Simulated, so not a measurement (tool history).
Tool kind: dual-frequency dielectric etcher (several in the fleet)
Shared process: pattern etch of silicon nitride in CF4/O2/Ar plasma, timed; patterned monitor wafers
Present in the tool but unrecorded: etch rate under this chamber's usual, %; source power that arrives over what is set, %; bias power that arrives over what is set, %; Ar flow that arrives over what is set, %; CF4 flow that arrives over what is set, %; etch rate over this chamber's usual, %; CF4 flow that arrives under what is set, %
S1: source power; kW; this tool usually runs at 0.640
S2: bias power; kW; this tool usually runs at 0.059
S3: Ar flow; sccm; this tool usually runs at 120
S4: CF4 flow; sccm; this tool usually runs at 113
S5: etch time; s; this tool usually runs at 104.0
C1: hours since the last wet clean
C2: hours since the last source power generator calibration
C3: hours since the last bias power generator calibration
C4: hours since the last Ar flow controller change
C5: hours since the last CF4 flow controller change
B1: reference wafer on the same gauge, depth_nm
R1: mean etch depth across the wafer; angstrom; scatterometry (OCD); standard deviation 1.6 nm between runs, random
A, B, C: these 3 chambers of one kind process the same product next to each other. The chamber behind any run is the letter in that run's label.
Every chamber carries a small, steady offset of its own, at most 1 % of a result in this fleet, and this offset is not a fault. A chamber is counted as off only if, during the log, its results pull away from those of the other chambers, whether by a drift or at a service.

run,hour,S1,S2,S3,S4,S5,C1,C2,C3,C4,C5,B1,R1
1C,5.5,0.640,0.059,120,113,104.0,171.2,1871.1,1168.9,1537.0,1503.4,224.02,2616.6
2A,16.4,0.640,0.059,120,113,104.0,274.0,1102.6,514.1,758.6,3219.8,223.90,2581.1
3B,21.2,0.640,0.059,120,113,104.0,403.6,2852.4,1930.6,175.2,1966.1,224.30,2555.4
4B,30.0,0.640,0.059,120,113,104.0,412.4,2861.2,1939.4,184.0,1974.9,223.96,2578.5
5C,40.1,0.640,0.047,120,122,104.0,205.8,1905.7,1203.5,1571.6,1538.0,224.17,2386.9
6A,49.7,0.640,0.047,120,122,104.0,307.3,1135.9,547.4,791.9,3253.1,224.16,2390.7
# hour 52.3: chamber C: source power generator calibrated
7C,59.7,0.640,0.047,120,122,104.0,225.4,7.5,1223.1,1591.2,1557.6,224.22,2415.2
8B,68.8,0.640,0.059,120,113,104.0,451.2,2900.0,1978.2,222.8,2013.7,224.28,2573.6
9A,77.5,0.640,0.059,120,113,104.0,335.1,1163.7,575.2,819.7,3280.9,223.69,2576.9
10A,85.4,0.640,0.059,120,113,104.0,343.0,1171.6,583.1,827.6,3288.8,223.84,2558.9
11B,94.1,0.640,0.059,120,113,104.0,476.5,2925.3,2003.5,248.1,2039.0,223.54,2558.9
12C,101.1,0.590,0.059,120,113,118.5,266.8,48.9,1264.5,1632.6,1599.0,223.89,2757.4
13C,111.0,0.590,0.059,120,113,118.5,276.7,58.8,1274.4,1642.5,1608.9,223.64,2766.3
14A,120.7,0.590,0.059,120,113,118.5,378.3,1206.9,618.4,862.9,3324.1,223.90,2774.0
# hour 124.5: chamber B: wet clean of the chamber
15B,127.2,0.640,0.059,120,113,104.0,2.7,2958.4,2036.6,281.2,2072.1,224.41,2557.4
16A,135.2,0.640,0.059,120,113,104.0,392.8,1221.4,632.9,877.4,3338.6,223.78,2579.3
17B,145.6,0.640,0.059,120,113,104.0,21.1,2976.8,2055.0,299.6,2090.5,223.92,2557.9
18C,156.3,0.640,0.059,120,113,104.0,322.0,104.1,1319.7,1687.8,1654.2,224.31,2576.8
19A,163.8,0.640,0.059,120,113,104.0,421.4,1250.0,661.5,906.0,3367.2,223.83,2601.4
20C,171.0,0.640,0.059,120,113,104.0,336.7,118.8,1334.4,1702.5,1668.9,224.06,2530.7
21B,181.6,0.640,0.059,120,113,104.0,57.1,3012.8,2091.0,335.6,2126.5,224.38,2550.4
22B,192.4,0.690,0.059,120,113,104.0,67.9,3023.6,2101.8,346.4,2137.3,224.01,2752.4
23A,201.4,0.690,0.059,120,113,104.0,459.0,1287.6,699.1,943.6,3404.8,223.97,2761.1
24C,207.3,0.690,0.059,120,113,104.0,373.0,155.1,1370.7,1738.8,1705.2,223.99,2719.4
25C,213.9,0.640,0.059,120,113,104.0,379.6,161.7,1377.3,1745.4,1711.8,223.90,2528.8
26A,219.5,0.640,0.059,120,113,104.0,477.1,1305.7,717.2,961.7,3422.9,223.94,2595.6
27B,229.6,0.640,0.059,120,113,104.0,105.1,3060.8,2139.0,383.6,2174.5,223.89,2547.2
28C,237.7,0.640,0.059,120,113,104.0,403.4,185.5,1401.1,1769.2,1735.6,223.74,2508.7
29B,245.0,0.640,0.059,120,113,125.0,120.5,3076.2,2154.4,399.0,2189.9,223.99,3063.3
30A,251.1,0.640,0.059,120,113,125.0,508.7,1337.3,748.8,993.3,3454.5,224.21,3107.9
31B,259.3,0.640,0.059,120,113,125.0,134.8,3090.5,2168.7,413.3,2204.2,224.04,3072.9
32A,265.5,0.640,0.059,120,113,104.0,523.1,1351.7,763.2,1007.7,3468.9,224.11,2618.6
33C,275.8,0.640,0.059,120,113,104.0,441.5,223.6,1439.2,1807.3,1773.7,223.72,2512.6
34C,284.7,0.640,0.059,120,113,104.0,450.4,232.5,1448.1,1816.2,1782.6,223.82,2490.9
35B,292.3,0.640,0.059,120,113,104.0,167.8,3123.5,2201.7,446.3,2237.2,223.84,2537.3
36A,301.4,0.640,0.059,120,113,104.0,559.0,1387.6,799.1,1043.6,3504.8,224.08,2586.2
37A,312.1,0.640,0.059,94,113,104.0,569.7,1398.3,809.8,1054.3,3515.5,224.07,2658.1

Each of the 3 chambers runs these same settings next. Fill in every chamber's results:
38A,320.1,0.540,0.059,120,113,104.0,,,,,,,?
38B,320.1,0.540,0.059,120,113,104.0,,,,,,,?
38C,320.1,0.540,0.059,120,113,104.0,,,,,,,?

run,R1
38A,2224.6
38B,2214.8
38C,2134.0
